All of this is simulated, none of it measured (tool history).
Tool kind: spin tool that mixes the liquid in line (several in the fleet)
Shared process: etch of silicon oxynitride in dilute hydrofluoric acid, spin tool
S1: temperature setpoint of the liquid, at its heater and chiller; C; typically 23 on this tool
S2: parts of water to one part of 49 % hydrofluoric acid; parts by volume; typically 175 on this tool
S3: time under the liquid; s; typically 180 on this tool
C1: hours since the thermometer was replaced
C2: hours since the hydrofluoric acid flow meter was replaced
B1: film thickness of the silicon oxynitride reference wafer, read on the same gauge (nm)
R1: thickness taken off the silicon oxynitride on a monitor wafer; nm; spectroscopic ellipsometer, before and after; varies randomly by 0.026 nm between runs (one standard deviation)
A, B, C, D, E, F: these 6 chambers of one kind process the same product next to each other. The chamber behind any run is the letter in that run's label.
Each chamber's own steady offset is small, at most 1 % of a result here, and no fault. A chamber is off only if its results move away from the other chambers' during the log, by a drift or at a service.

| run | hour | S1 | S2 | S3 | C1 | C2 | B1 | R1 |
|---|---|---|---|---|---|---|---|---|
| 1F | 3.9 | 23 | 175 | 180 | 43.7 | 717.9 | 59.994 | 2.5085 |
| 2E | 8.5 | 23 | 175 | 180 | 16.2 | 655.7 | 59.978 | 2.5157 |
| 3D | 12.9 | 23 | 175 | 180 | 91.9 | 490.3 | 60.002 | 2.4985 |
| 4C | 17.8 | 23 | 175 | 180 | 209.8 | 557.9 | 59.968 | 2.4934 |
| 5B | 24 | 24.5 | 175 | 245 | 356.1 | 707.8 | 59.975 | 3.6736 |
| 6A | 28.4 | 24.5 | 175 | 245 | 2484.5 | 302.1 | 60.013 | 3.6984 |
| 7B | 33.2 | 24.5 | 175 | 245 | 365.3 | 717 | 60.023 | 3.6761 |
| 8E | 39.2 | 24.5 | 175 | 245 | 46.9 | 686.4 | 60.004 | 3.6626 |
| 9F | 46 | 24.5 | 175 | 245 | 85.8 | 760 | 60.029 | 3.5907 |
| 10A | 54 | 24.5 | 175 | 245 | 2510.1 | 327.7 | 59.989 | 3.6612 |
| 11C | 59.4 | 23 | 175 | 180 | 251.4 | 599.5 | 59.985 | 2.4588 |
| 12D | 63.5 | 23 | 175 | 180 | 142.5 | 540.9 | 60.012 | 2.4524 |
| 13F | 70.2 | 23 | 175 | 180 | 110 | 784.2 | 60.002 | 2.5105 |
| 14A | 75.6 | 23 | 175 | 180 | 2531.7 | 349.3 | 60.009 | 2.4457 |
| 15C | 81.6 | 21 | 240 | 180 | 273.6 | 621.7 | 59.951 | 1.5529 |
|  | 83.8 | chamber B: hydrofluoric acid flow meter replaced |
| 16E | 89.5 | 21 | 240 | 180 | 97.2 | 736.7 | 59.992 | 1.609 |
| 17D | 96.6 | 21 | 240 | 180 | 175.6 | 574 | 60.009 | 1.5795 |
| 18B | 101 | 21 | 240 | 180 | 433.1 | 17.2 | 59.939 | 1.5606 |
| 19F | 105.6 | 21 | 240 | 180 | 145.4 | 819.6 | 59.952 | 1.548 |
| 20D | 112.6 | 21 | 240 | 180 | 191.6 | 590 | 60.006 | 1.5741 |
| 21A | 117.9 | 23 | 175 | 180 | 2574 | 391.6 | 60.021 | 2.4574 |
| 22B | 121.5 | 23 | 175 | 180 | 453.6 | 37.7 | 60.002 | 2.5271 |
| 23E | 126.2 | 23 | 175 | 180 | 133.9 | 773.4 | 59.984 | 2.4881 |
| 24C | 129.8 | 23 | 175 | 180 | 321.8 | 669.9 | 59.994 | 2.3686 |
| 25F | 135.4 | 23 | 215 | 225 | 175.2 | 849.4 | 59.993 | 2.457 |
|  | 139 | chamber A: thermometer replaced |
| 26D | 142.4 | 23 | 215 | 225 | 221.4 | 619.8 | 60.014 | 2.4634 |
| 27B | 150 | 23 | 215 | 225 | 482.1 | 66.2 | 60.004 | 2.4717 |
| 28A | 156.8 | 23 | 215 | 225 | 17.9 | 430.5 | 60.016 | 2.4951 |
| 29E | 163.7 | 23 | 215 | 225 | 171.4 | 810.9 | 59.981 | 2.462 |
| 30C | 168.1 | 23 | 215 | 225 | 360.1 | 708.2 | 60.017 | 2.2737 |
| 31D | 175.9 | 23 | 175 | 180 | 254.9 | 653.3 | 59.994 | 2.4586 |
| 32E | 182.6 | 23 | 175 | 180 | 190.3 | 829.8 | 59.965 | 2.5124 |
| 33C | 188.4 | 23 | 175 | 180 | 380.4 | 728.5 | 59.985 | 2.2303 |
| 34A | 195.8 | 23 | 175 | 265 | 56.9 | 469.5 | 60.004 | 3.6668 |
| 35B | 199.9 | 23 | 175 | 265 | 532 | 116.1 | 60.01 | 3.6321 |
| 36F | 203.9 | 23 | 175 | 265 | 243.7 | 917.9 | 59.981 | 3.6722 |
| 37A | 209.7 | 23 | 175 | 265 | 70.8 | 483.4 | 60.002 | 3.6452 |
| 38E | 214 | 23 | 175 | 265 | 221.7 | 861.2 | 60.001 | 3.6833 |

Is one chamber out of step, is the gauge drifting, or do the chambers differ by no more than their own small offsets? For an off chamber, give its letter and the likeliest cause.

It is chamber C that slowly wanders off from its peers.
What lies behind it: hydrofluoric acid flow below the setpoint (%) = 9.97.
The log might look much the same if the cause were instead: liquid colder than its thermometer reads (K).

Here are 4 candidates for chamber C's next run, each the usual settings with a change, their results left as question marks. Which one brings its results back in line with what the others give on the usual settings?
Maximum distance from the other chambers' mean on the usual settings for a result to count as in line: R1 0.092 nm
| 39C-1 | 220 | 17.5 | 175 | 180 |  |  |  | ? |
| 39C-2 | 220 | 23 | 165 | 190 |  |  |  | ? |
| 39C-3 | 220 | 22.5 | 190 | 180 |  |  |  | ? |
| 39C-4 | 220 | 23.5 | 145 | 180 |  |  |  | ? |

Other chambers, usual settings, mean: R1 2.4994 nm
| run | R1 |
|---|---|
| 39C-1 | 1.7281 |
| 39C-2 | 2.5087 |
| 39C-3 | 1.9776 |
| 39C-4 | 2.8128 |
Change 39C-2 lands the chamber within the allowed miss of the other chambers.
